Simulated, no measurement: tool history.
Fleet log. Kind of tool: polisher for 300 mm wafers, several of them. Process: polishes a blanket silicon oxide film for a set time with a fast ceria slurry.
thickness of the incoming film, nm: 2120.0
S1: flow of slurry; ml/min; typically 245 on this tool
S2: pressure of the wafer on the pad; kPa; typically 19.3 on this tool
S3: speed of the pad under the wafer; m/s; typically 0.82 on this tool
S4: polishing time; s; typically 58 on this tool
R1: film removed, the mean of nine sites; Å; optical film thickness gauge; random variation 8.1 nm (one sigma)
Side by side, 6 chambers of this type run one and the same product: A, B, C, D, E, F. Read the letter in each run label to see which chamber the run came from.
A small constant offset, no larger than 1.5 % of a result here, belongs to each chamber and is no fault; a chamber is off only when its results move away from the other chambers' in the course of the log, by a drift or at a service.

run,hour,S1,S2,S3,S4,R1
1B,7.0,245,19.3,0.82,58,6794.6
2C,11.0,245,19.3,0.82,58,6641.0
# hour 12.3: chamber C: worn pad replaced by a new one
# hour 19.0: chamber A: worn pad replaced by a new one
3A,19.2,245,19.3,0.82,58,6944.1
# hour 22.9: chamber F: slurry nozzle cleaned
# hour 24.6: chamber D: slurry nozzle cleaned
4D,25.7,245,19.3,0.82,58,6760.2
5E,32.3,245,19.3,0.82,58,6888.4
6F,37.7,245,19.3,0.96,50,6739.4
7D,43.4,245,19.3,0.96,50,6830.6
# hour 46.7: chamber E: worn pad replaced by a new one
8F,50.1,245,19.3,0.96,50,6799.2
9B,56.8,245,19.3,0.96,50,6738.5
10A,64.2,245,19.3,0.96,50,7089.5
# hour 64.5: chamber A: head pressure recalibrated
# hour 65.8: chamber D: worn pad replaced by a new one
11E,68.8,245,19.3,0.96,50,6897.1
12C,73.6,245,19.3,0.82,58,6572.3
13C,80.0,245,19.3,0.82,58,6594.0
14D,86.6,245,19.3,0.82,58,6773.0
# hour 90.7: chamber B: worn pad replaced by a new one
15A,92.6,245,19.3,0.82,58,6784.6
16F,96.5,245,19.3,0.82,58,6482.6
17E,104.9,245,19.3,0.82,58,6818.1
# hour 106.5: chamber C: worn pad replaced by a new one
18B,110.1,245,19.3,0.82,50,5862.0
# hour 110.9: chamber E: worn pad replaced by a new one
19E,115.2,245,19.3,0.82,50,5945.2
20B,119.7,245,19.3,0.82,50,5788.1
21C,123.5,245,19.3,0.82,50,5823.2
# hour 127.4: chamber A: worn pad replaced by a new one
22A,131.5,245,19.3,0.82,50,6007.4
23D,136.7,245,19.3,0.82,50,5805.8
24F,140.6,245,19.3,0.82,58,6619.0
25A,146.8,245,19.3,0.82,58,6810.1
26D,154.4,245,19.3,0.82,58,6746.9
27C,161.8,245,19.3,0.82,58,6653.0
# hour 163.2: chamber D: worn pad replaced by a new one
28B,168.7,245,19.3,0.82,58,6723.6
29F,174.6,245,19.3,0.82,58,6357.0
30E,180.1,245,19.3,0.82,58,6870.1
31A,184.2,245,19.3,0.82,74,8846.2
# hour 186.7: chamber E: worn pad replaced by a new one
# hour 188.4: chamber C: worn pad replaced by a new one
32B,191.9,245,19.3,0.82,74,8839.5
# hour 198.0: chamber E: head pressure recalibrated
33F,199.5,245,19.3,0.82,74,7968.6
34C,207.7,245,19.3,0.82,74,8713.9
35E,212.9,245,19.3,0.82,74,8681.7
36D,220.0,245,19.3,0.82,74,8600.8
# hour 221.2: chamber A: worn pad replaced by a new one
37D,225.7,245,19.3,0.82,58,6702.6
38E,232.5,245,19.3,0.82,43,5040.2
39A,237.6,245,19.3,0.82,43,5117.8
40F,242.8,245,19.3,0.82,43,4573.5

Predict what each chamber gives when all 6 of them run the settings below next.
41A,248.8,245,19.3,0.82,46,?
41B,248.8,245,19.3,0.82,46,?
41C,248.8,245,19.3,0.82,46,?
41D,248.8,245,19.3,0.82,46,?
41E,248.8,245,19.3,0.82,46,?
41F,248.8,245,19.3,0.82,46,?

run,R1
41A,5432.0
41B,5356.5
41C,5298.9
41D,5373.9
41E,5442.7
41F,4883.9
